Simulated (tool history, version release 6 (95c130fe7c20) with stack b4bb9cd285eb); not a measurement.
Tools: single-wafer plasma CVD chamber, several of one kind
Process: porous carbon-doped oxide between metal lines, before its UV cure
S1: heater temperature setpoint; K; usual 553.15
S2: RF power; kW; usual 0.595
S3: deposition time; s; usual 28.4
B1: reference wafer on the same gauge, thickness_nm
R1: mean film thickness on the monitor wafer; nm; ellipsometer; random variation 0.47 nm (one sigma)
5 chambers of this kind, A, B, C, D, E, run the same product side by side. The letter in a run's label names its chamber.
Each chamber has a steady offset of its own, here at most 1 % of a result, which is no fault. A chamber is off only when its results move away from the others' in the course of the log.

Run 1A, hour 7.4: usual settings; B1 207.97. Result: R1 192.77 nm.
At hour 11.6: chamber B: thermocouple changed; heater temperature recalibrated.
Run 2B, hour 11.9: usual settings; B1 207.92. Result: R1 195.49 nm.
At hour 12.7: chamber E: RF generator calibrated.
Run 3D, hour 17.7: usual settings; B1 208.01. Result: R1 195.75 nm.
Run 4C, hour 22.8: usual settings; B1 208.00. Result: R1 196.25 nm.
Run 5E, hour 32.4: usual settings; B1 207.92. Result: R1 192.94 nm.
Run 6B, hour 42.0: usual settings; B1 208.03. Result: R1 195.94 nm.
Run 7E, hour 51.6: usual settings; B1 208.11. Result: R1 193.00 nm.
Run 8D, hour 57.7: usual settings; B1 208.01. Result: R1 195.26 nm.
Run 9A, hour 64.1: usual settings; B1 208.15. Result: R1 193.78 nm.
Run 10C, hour 73.2: usual settings; B1 207.92. Result: R1 195.99 nm.
Run 11C, hour 82.7: usual settings; B1 208.07. Result: R1 195.84 nm.
Run 12D, hour 87.6: usual settings; B1 208.11. Result: R1 196.38 nm.
Run 13A, hour 96.9: usual settings; B1 207.98. Result: R1 193.32 nm.
Run 14B, hour 101.3: usual settings; B1 207.97. Result: R1 196.33 nm.
Run 15E, hour 106.0: usual settings; B1 207.90. Result: R1 192.64 nm.
Run 16B, hour 115.1: usual settings; B1 207.96. Result: R1 194.99 nm.
Run 17D, hour 120.5: usual settings; B1 207.96. Result: R1 196.34 nm.
Run 18E, hour 126.5: usual settings but S2 0.685 kW, S3 24.1 s; B1 208.01. Result: R1 180.02 nm.
Run 19A, hour 133.4: usual settings but S2 0.685 kW, S3 24.1 s; B1 208.03. Result: R1 180.38 nm.
Run 20C, hour 142.7: usual settings but S2 0.685 kW, S3 24.1 s; B1 208.04. Result: R1 182.81 nm.
Run 21A, hour 151.0: usual settings but S2 0.685 kW, S3 24.1 s; B1 208.03. Result: R1 182.11 nm.
Run 22D, hour 155.8: usual settings but S2 0.685 kW, S3 24.1 s; B1 208.00. Result: R1 183.74 nm.
Run 23B, hour 160.9: usual settings; B1 208.04. Result: R1 194.63 nm.
Run 24C, hour 169.4: usual settings; B1 208.05. Result: R1 196.35 nm.
Run 25E, hour 177.3: usual settings; B1 207.86. Result: R1 193.07 nm.
Run 26B, hour 186.5: usual settings; B1 207.91. Result: R1 195.23 nm.
Run 27E, hour 192.5: usual settings; B1 208.06. Result: R1 192.59 nm.
Run 28D, hour 202.0: usual settings but S2 0.630 kW, S3 32.4 s; B1 208.06. Result: R1 231.47 nm.
Run 29C, hour 209.4: usual settings but S2 0.630 kW, S3 32.4 s; B1 208.18. Result: R1 231.16 nm.
Run 30A, hour 215.6: usual settings but S2 0.630 kW, S3 32.4 s; B1 207.91. Result: R1 227.32 nm.
Run 31D, hour 222.8: usual settings but S2 0.630 kW, S3 32.4 s; B1 207.95. Result: R1 231.87 nm.
Run 32A, hour 229.0: usual settings but S2 0.630 kW, S3 32.4 s; B1 208.03. Result: R1 227.93 nm.
Run 33E, hour 234.5: usual settings; B1 207.93. Result: R1 192.13 nm.
Run 34C, hour 238.8: usual settings; B1 208.02. Result: R1 196.26 nm.
Run 35B, hour 247.3: usual settings; B1 207.99. Result: R1 195.44 nm.
Run 36E, hour 252.0: usual settings; B1 207.97. Result: R1 192.53 nm.
Run 37C, hour 257.6: usual settings; B1 208.02. Result: R1 195.69 nm.

Next, every chamber runs the same settings. What will each give?
Run 38A, hour 264.6: usual settings but S3 24.6 s. Result: R1 ?.
Run 38B, hour 264.6: usual settings but S3 24.6 s. Result: R1 ?.
Run 38C, hour 264.6: usual settings but S3 24.6 s. Result: R1 ?.
Run 38D, hour 264.6: usual settings but S3 24.6 s. Result: R1 ?.
Run 38E, hour 264.6: usual settings but S3 24.6 s. Result: R1 ?.

run      R1
38A  167.54
38B  170.33
38C  170.36
38D  170.97
38E  167.83
